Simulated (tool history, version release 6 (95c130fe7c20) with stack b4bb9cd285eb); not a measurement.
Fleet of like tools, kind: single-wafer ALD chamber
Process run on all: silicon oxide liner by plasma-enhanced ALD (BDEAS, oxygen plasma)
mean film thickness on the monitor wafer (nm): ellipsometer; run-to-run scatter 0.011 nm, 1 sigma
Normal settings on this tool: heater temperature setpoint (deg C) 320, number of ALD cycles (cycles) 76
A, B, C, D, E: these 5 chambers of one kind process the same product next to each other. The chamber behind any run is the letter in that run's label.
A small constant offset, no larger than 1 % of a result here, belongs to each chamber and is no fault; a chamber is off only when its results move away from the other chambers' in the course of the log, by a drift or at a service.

run     day  heater temperature setpoint (deg C)  number of ALD cycles (cycles)  hours since the last thermocouple change  read-back reference wafer on the same gauge, thickness_nm  mean film thickness on the monitor wafer (nm)
 1E   0.367                                  320                             76                                     802.6                                                     7.4786                                         6.8621
 2B   0.688                                  320                             76                                    1143.6                                                     7.4755                                          6.804
 3D     0.9                                  320                             76                                     829.2                                                      7.479                                         6.8435
 4C   1.146                                  320                             76                                    1740.7                                                     7.4749                                         6.9203
 5A   1.338                                  320                             76                                     857.1                                                     7.4694                                         6.8363
 6C   1.708                                  320                             76                                    1754.2                                                     7.4724                                         6.9281
 7D   2.042                                  320                             76                                     856.6                                                     7.4719                                         6.8396
 8E   2.225                                  320                             76                                     847.2                                                      7.471                                         6.8473
 9B   2.467                                  320                             76                                    1186.3                                                     7.4701                                         6.8027
10A   2.842                                  320                             62                                     893.2                                                     7.4707                                         5.5808
11C   3.096                                  320                             62                                    1787.5                                                     7.4677                                         5.6586
12B   3.342                                  320                             62                                    1207.3                                                     7.4627                                         5.5398
13D   3.683                                  320                             62                                       896                                                     7.4629                                         5.5728
14A   3.888                                  320                             62                                     918.3                                                     7.4639                                         5.5709
15E   4.217                                  320                             76                                       895                                                     7.4618                                         6.8556
16D   4.604                                  320                             76                                     918.1                                                     7.4603                                         6.8433
17B   4.908                                  320                             76                                    1244.9                                                       7.46                                         6.7888
18E   5.217                                  320                             76                                       919                                                     7.4534                                         6.8245
19C   5.488                                  320                             76                                    1844.9                                                     7.4554                                         6.9136
20A   5.788                                  320                             76                                     963.9                                                     7.4557                                         6.8403
21D   6.108                                  320                             76                                     954.2                                                     7.4498                                         6.8163
22E   6.383                                  320                             76                                       947                                                     7.4507                                         6.8405
23A   6.592                                  320                             76                                     983.2                                                     7.4517                                         6.8229
24C       7                                  320                             76                                    1881.2                                                     7.4497                                         6.8973
25B   7.392                                  320                             76                                    1304.5                                                      7.444                                          6.782
26C   7.788                                  320                             76                                    1900.1                                                     7.4453                                         6.8829
27D   8.146                                  320                             76                                    1003.1                                                     7.4437                                         6.8202
28B   8.367                                  320                             76                                    1327.9                                                     7.4418                                          6.772
29A   8.658                                  320                             76                                    1032.8                                                     7.4429                                         6.8062
30E   9.079                                  320                             76                                    1011.7                                                     7.4368                                         6.8222
31B   9.488                                  320                             76                                    1354.8                                                     7.4388                                         6.7642
32D   9.708                                  320                             76                                    1040.6                                                     7.4356                                         6.8004
33E   9.912                                  333                             90                                    1031.7                                                     7.4358                                         7.9316
34A  10.317                                  333                             90                                    1072.6                                                     7.4317                                         7.9321
35C  10.696                                  333                             90                                    1969.9                                                     7.4328                                         8.0044
36A    10.9                                  333                             90                                    1086.6                                                     7.4316                                         7.9327

Decide between three cases: one chamber stands off from its peers, the gauge reading all wafers drifts, or nothing is wrong past each chamber's small offset. Where a chamber is off, say which and what most likely put it there.

The shared gauge is drifting. All chambers look as if they move in step, but none is off.
Cause: gauge reads low (%) = 0.664.

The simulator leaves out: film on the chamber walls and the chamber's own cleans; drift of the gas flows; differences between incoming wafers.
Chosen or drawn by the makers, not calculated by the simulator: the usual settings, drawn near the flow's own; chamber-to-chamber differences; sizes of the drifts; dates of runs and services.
